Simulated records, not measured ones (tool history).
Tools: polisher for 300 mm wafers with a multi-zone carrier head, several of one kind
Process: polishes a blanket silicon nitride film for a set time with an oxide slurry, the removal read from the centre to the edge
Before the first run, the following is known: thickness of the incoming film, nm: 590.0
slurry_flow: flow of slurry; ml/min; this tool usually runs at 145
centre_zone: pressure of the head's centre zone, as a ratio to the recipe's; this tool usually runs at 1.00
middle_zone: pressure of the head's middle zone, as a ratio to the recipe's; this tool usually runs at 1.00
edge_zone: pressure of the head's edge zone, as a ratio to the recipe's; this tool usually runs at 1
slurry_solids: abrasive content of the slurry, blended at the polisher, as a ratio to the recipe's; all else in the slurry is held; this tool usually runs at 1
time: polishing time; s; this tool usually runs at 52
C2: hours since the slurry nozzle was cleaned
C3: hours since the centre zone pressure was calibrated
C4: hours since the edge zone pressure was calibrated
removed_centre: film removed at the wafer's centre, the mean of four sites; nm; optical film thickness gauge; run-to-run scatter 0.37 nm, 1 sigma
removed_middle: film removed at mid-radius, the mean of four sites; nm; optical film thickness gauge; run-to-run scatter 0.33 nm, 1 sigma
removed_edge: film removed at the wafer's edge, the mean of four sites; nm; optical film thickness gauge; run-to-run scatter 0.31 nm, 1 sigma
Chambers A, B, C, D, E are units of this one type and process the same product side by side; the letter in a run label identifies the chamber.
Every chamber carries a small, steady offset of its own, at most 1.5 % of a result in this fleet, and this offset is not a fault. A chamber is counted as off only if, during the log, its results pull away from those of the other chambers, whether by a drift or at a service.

{"hour": 6.0, "done": "chamber A: worn pad replaced by a new one"}
{"run": "1A", "hour": 7.9, "slurry_flow": 145, "centre_zone": 1.0, "middle_zone": 1.0, "edge_zone": 1, "slurry_solids": 1, "time": 52, "wafers polished on this pad": 21, "C2": 263.7, "C3": 51.1, "C4": 855.4, "removed_centre": 38.558, "removed_middle": 38.903, "removed_edge": 38.706}
{"hour": 10.6, "done": "chamber D: worn pad replaced by a new one"}
{"run": "2D", "hour": 20.8, "slurry_flow": 145, "centre_zone": 1.0, "middle_zone": 1.0, "edge_zone": 1, "slurry_solids": 1, "time": 52, "wafers polished on this pad": 112, "C2": 577.1, "C3": 534.5, "C4": 279.5, "removed_centre": 39.476, "removed_middle": 38.351, "removed_edge": 38.538}
{"hour": 25.6, "done": "chamber C: worn pad replaced by a new one"}
{"hour": 28.3, "done": "chamber B: worn pad replaced by a new one"}
{"run": "3E", "hour": 28.7, "slurry_flow": 145, "centre_zone": 1.0, "middle_zone": 1.0, "edge_zone": 1, "slurry_solids": 1, "time": 52, "wafers polished on this pad": 759, "C2": 390.2, "C3": 806.3, "C4": 112.1, "removed_centre": 39.062, "removed_middle": 38.456, "removed_edge": 38.446}
{"run": "4C", "hour": 36.4, "slurry_flow": 145, "centre_zone": 1.0, "middle_zone": 1.0, "edge_zone": 1, "slurry_solids": 1, "time": 52, "wafers polished on this pad": 119, "C2": 143.6, "C3": 280.8, "C4": 1172.2, "removed_centre": 39.195, "removed_middle": 38.567, "removed_edge": 38.376}
{"run": "5B", "hour": 50.0, "slurry_flow": 145, "centre_zone": 1.0, "middle_zone": 1.0, "edge_zone": 1, "slurry_solids": 1, "time": 52, "wafers polished on this pad": 239, "C2": 81.1, "C3": 112.5, "C4": 775.4, "removed_centre": 38.422, "removed_middle": 38.563, "removed_edge": 39.276}
{"run": "6B", "hour": 61.8, "slurry_flow": 145, "centre_zone": 1.0, "middle_zone": 1.0, "edge_zone": 1, "slurry_solids": 1, "time": 52, "wafers polished on this pad": 369, "C2": 92.9, "C3": 124.3, "C4": 787.2, "removed_centre": 38.874, "removed_middle": 38.781, "removed_edge": 39.178}
{"hour": 67.4, "done": "chamber E: worn pad replaced by a new one"}
{"run": "7E", "hour": 67.9, "slurry_flow": 145, "centre_zone": 1.0, "middle_zone": 1.0, "edge_zone": 1, "slurry_solids": 1, "time": 52, "wafers polished on this pad": 6, "C2": 429.4, "C3": 845.5, "C4": 151.3, "removed_centre": 39.144, "removed_middle": 38.806, "removed_edge": 38.584}
{"hour": 75.5, "done": "chamber A: worn pad replaced by a new one"}
{"run": "8D", "hour": 80.8, "slurry_flow": 145, "centre_zone": 1.0, "middle_zone": 1.0, "edge_zone": 1, "slurry_solids": 1, "time": 52, "wafers polished on this pad": 773, "C2": 637.1, "C3": 594.5, "C4": 339.5, "removed_centre": 39.138, "removed_middle": 37.889, "removed_edge": 38.79}
{"hour": 86.7, "done": "chamber B: worn pad replaced by a new one"}
{"hour": 87.2, "done": "chamber C: worn pad replaced by a new one"}
{"run": "9A", "hour": 89.0, "slurry_flow": 145, "centre_zone": 1.0, "middle_zone": 1.0, "edge_zone": 1, "slurry_solids": 1, "time": 68, "wafers polished on this pad": 149, "C2": 344.8, "C3": 132.2, "C4": 936.5, "removed_centre": 50.074, "removed_middle": 50.327, "removed_edge": 50.402}
{"run": "10C", "hour": 96.5, "slurry_flow": 145, "centre_zone": 1.0, "middle_zone": 1.0, "edge_zone": 1, "slurry_solids": 1, "time": 68, "wafers polished on this pad": 102, "C2": 203.7, "C3": 340.9, "C4": 1232.3, "removed_centre": 50.906, "removed_middle": 51.198, "removed_edge": 50.479}
{"run": "11C", "hour": 107.7, "slurry_flow": 145, "centre_zone": 1.0, "middle_zone": 1.0, "edge_zone": 1, "slurry_solids": 1, "time": 68, "wafers polished on this pad": 226, "C2": 214.9, "C3": 352.1, "C4": 1243.5, "removed_centre": 51.349, "removed_middle": 50.58, "removed_edge": 50.216}
{"hour": 117.9, "done": "chamber D: worn pad replaced by a new one"}
{"run": "12B", "hour": 121.5, "slurry_flow": 145, "centre_zone": 1.0, "middle_zone": 1.0, "edge_zone": 1, "slurry_solids": 1, "time": 68, "wafers polished on this pad": 384, "C2": 152.6, "C3": 184.0, "C4": 846.9, "removed_centre": 50.842, "removed_middle": 50.419, "removed_edge": 51.198}
{"hour": 128.8, "done": "chamber C: slurry nozzle cleaned"}
{"run": "13A", "hour": 134.0, "slurry_flow": 145, "centre_zone": 1.0, "middle_zone": 1.0, "edge_zone": 1, "slurry_solids": 1, "time": 68, "wafers polished on this pad": 644, "C2": 389.8, "C3": 177.2, "C4": 981.5, "removed_centre": 50.531, "removed_middle": 50.037, "removed_edge": 50.6}
{"hour": 136.1, "done": "chamber A: worn pad replaced by a new one"}
{"hour": 137.2, "done": "chamber C: edge zone pressure recalibrated"}
{"run": "14D", "hour": 141.8, "slurry_flow": 145, "centre_zone": 1.0, "middle_zone": 1.0, "edge_zone": 1, "slurry_solids": 1, "time": 52, "wafers polished on this pad": 264, "C2": 698.1, "C3": 655.5, "C4": 400.5, "removed_centre": 39.457, "removed_middle": 38.171, "removed_edge": 39.332}
{"hour": 142.8, "done": "chamber D: centre zone pressure recalibrated"}
{"hour": 144.7, "done": "chamber C: worn pad replaced by a new one"}
{"hour": 150.8, "done": "chamber B: worn pad replaced by a new one"}
{"run": "15E", "hour": 150.9, "slurry_flow": 145, "centre_zone": 1.0, "middle_zone": 1.0, "edge_zone": 1, "slurry_solids": 1, "time": 52, "wafers polished on this pad": 920, "C2": 512.4, "C3": 928.5, "C4": 234.3, "removed_centre": 38.157, "removed_middle": 38.479, "removed_edge": 38.148}
{"hour": 151.5, "done": "chamber E: worn pad replaced by a new one"}
{"hour": 152.2, "done": "chamber E: centre zone pressure recalibrated"}
{"hour": 155.9, "done": "chamber A: slurry nozzle cleaned"}
{"run": "16E", "hour": 161.9, "slurry_flow": 145, "centre_zone": 1.0, "middle_zone": 1.0, "edge_zone": 1, "slurry_solids": 1, "time": 52, "wafers polished on this pad": 114, "C2": 523.4, "C3": 9.8, "C4": 245.3, "removed_centre": 38.829, "removed_middle": 39.079, "removed_edge": 38.436}
{"hour": 168.0, "done": "chamber A: edge zone pressure recalibrated"}
{"run": "17D", "hour": 168.7, "slurry_flow": 145, "centre_zone": 1.0, "middle_zone": 1.0, "edge_zone": 1, "slurry_solids": 1, "time": 52, "wafers polished on this pad": 560, "C2": 725.0, "C3": 25.9, "C4": 427.4, "removed_centre": 38.868, "removed_middle": 38.788, "removed_edge": 38.552}
{"run": "18A", "hour": 182.5, "slurry_flow": 145, "centre_zone": 1.0, "middle_zone": 1.0, "edge_zone": 1, "slurry_solids": 1, "time": 52, "wafers polished on this pad": 511, "C2": 26.6, "C3": 225.7, "C4": 14.5, "removed_centre": 38.299, "removed_middle": 38.661, "removed_edge": 38.868}
{"run": "19B", "hour": 190.7, "slurry_flow": 145, "centre_zone": 1.0, "middle_zone": 1.0, "edge_zone": 1, "slurry_solids": 1, "time": 52, "wafers polished on this pad": 439, "C2": 221.8, "C3": 253.2, "C4": 916.1, "removed_centre": 37.832, "removed_middle": 38.539, "removed_edge": 39.53}
{"run": "20C", "hour": 198.3, "slurry_flow": 145, "centre_zone": 0.96, "middle_zone": 1.0, "edge_zone": 1, "slurry_solids": 1, "time": 37, "wafers polished on this pad": 590, "C2": 69.6, "C3": 442.7, "C4": 61.1, "removed_centre": 25.99, "removed_middle": 27.773, "removed_edge": 27.006}
{"hour": 198.9, "done": "chamber A: worn pad replaced by a new one"}
{"run": "21E", "hour": 208.8, "slurry_flow": 145, "centre_zone": 0.96, "middle_zone": 1.0, "edge_zone": 1, "slurry_solids": 1, "time": 37, "wafers polished on this pad": 631, "C2": 570.3, "C3": 56.7, "C4": 292.2, "removed_centre": 26.112, "removed_middle": 27.409, "removed_edge": 27.305}
{"hour": 215.2, "done": "chamber C: worn pad replaced by a new one"}
{"run": "22A", "hour": 215.7, "slurry_flow": 145, "centre_zone": 0.96, "middle_zone": 1.0, "edge_zone": 1, "slurry_solids": 1, "time": 37, "wafers polished on this pad": 186, "C2": 59.8, "C3": 258.9, "C4": 47.7, "removed_centre": 25.936, "removed_middle": 27.694, "removed_edge": 27.491}
{"hour": 220.5, "done": "chamber B: worn pad replaced by a new one"}
{"hour": 228.6, "done": "chamber D: worn pad replaced by a new one"}
{"run": "23D", "hour": 229.2, "slurry_flow": 145, "centre_zone": 0.96, "middle_zone": 1.0, "edge_zone": 1, "slurry_solids": 1, "time": 37, "wafers polished on this pad": 7, "C2": 785.5, "C3": 86.4, "C4": 487.9, "removed_centre": 26.261, "removed_middle": 27.793, "removed_edge": 27.608}
{"hour": 232.7, "done": "chamber E: worn pad replaced by a new one"}
{"hour": 236.0, "done": "chamber D: edge zone pressure recalibrated"}
{"run": "24B", "hour": 239.7, "slurry_flow": 145, "centre_zone": 0.96, "middle_zone": 1.0, "edge_zone": 1, "slurry_solids": 1, "time": 37, "wafers polished on this pad": 211, "C2": 270.8, "C3": 302.2, "C4": 965.1, "removed_centre": 25.99, "removed_middle": 26.886, "removed_edge": 27.674}
{"run": "25C", "hour": 248.0, "slurry_flow": 145, "centre_zone": 1.0, "middle_zone": 1.0, "edge_zone": 1, "slurry_solids": 1, "time": 52, "wafers polished on this pad": 361, "C2": 119.3, "C3": 492.4, "C4": 110.8, "removed_centre": 39.124, "removed_middle": 38.83, "removed_edge": 38.304}
{"hour": 248.4, "done": "chamber D: slurry nozzle cleaned"}
{"run": "26A", "hour": 255.0, "slurry_flow": 145, "centre_zone": 1.0, "middle_zone": 1.04, "edge_zone": 1, "slurry_solids": 1, "time": 52, "wafers polished on this pad": 618, "C2": 99.1, "C3": 298.2, "C4": 87.0, "removed_centre": 37.983, "removed_middle": 39.404, "removed_edge": 37.843}
{"run": "27C", "hour": 265.6, "slurry_flow": 145, "centre_zone": 1.0, "middle_zone": 1.04, "edge_zone": 1, "slurry_solids": 1, "time": 52, "wafers polished on this pad": 555, "C2": 136.9, "C3": 510.0, "C4": 128.4, "removed_centre": 39.145, "removed_middle": 39.865, "removed_edge": 38.372}
{"run": "28E", "hour": 275.5, "slurry_flow": 145, "centre_zone": 1.0, "middle_zone": 1.04, "edge_zone": 1, "slurry_solids": 1, "time": 52, "wafers polished on this pad": 472, "C2": 637.0, "C3": 123.4, "C4": 358.9, "removed_centre": 38.687, "removed_middle": 39.405, "removed_edge": 38.473}
{"hour": 275.8, "done": "chamber E: slurry nozzle cleaned"}
{"hour": 277.6, "done": "chamber C: worn pad replaced by a new one"}
{"hour": 279.4, "done": "chamber B: worn pad replaced by a new one"}
{"run": "29D", "hour": 285.4, "slurry_flow": 145, "centre_zone": 1.0, "middle_zone": 1.04, "edge_zone": 1, "slurry_solids": 1, "time": 52, "wafers polished on this pad": 625, "C2": 37.0, "C3": 142.6, "C4": 49.5, "removed_centre": 39.193, "removed_middle": 40.0, "removed_edge": 38.748}
{"run": "30B", "hour": 296.7, "slurry_flow": 145, "centre_zone": 1.0, "middle_zone": 1.04, "edge_zone": 1, "slurry_solids": 1, "time": 52, "wafers polished on this pad": 190, "C2": 327.8, "C3": 359.2, "C4": 1022.1, "removed_centre": 38.583, "removed_middle": 40.178, "removed_edge": 38.267}
{"run": "31C", "hour": 308.9, "slurry_flow": 145, "centre_zone": 1.0, "middle_zone": 1.11, "edge_zone": 1, "slurry_solids": 1, "time": 52, "wafers polished on this pad": 345, "C2": 180.2, "C3": 553.3, "C4": 171.7, "removed_centre": 38.789, "removed_middle": 42.235, "removed_edge": 38.061}
{"run": "32E", "hour": 316.8, "slurry_flow": 145, "centre_zone": 1.0, "middle_zone": 1.11, "edge_zone": 1, "slurry_solids": 1, "time": 52, "wafers polished on this pad": 926, "C2": 41.0, "C3": 164.7, "C4": 400.2, "removed_centre": 39.306, "removed_middle": 42.26, "removed_edge": 38.87}

One chamber off, gauge drift, or nothing amiss beyond the chambers' own small offsets? If it is a chamber, which one, and what is the likeliest cause?

The fleet is healthy, with each chamber sitting at its usual small offset and no drift in the gauge.

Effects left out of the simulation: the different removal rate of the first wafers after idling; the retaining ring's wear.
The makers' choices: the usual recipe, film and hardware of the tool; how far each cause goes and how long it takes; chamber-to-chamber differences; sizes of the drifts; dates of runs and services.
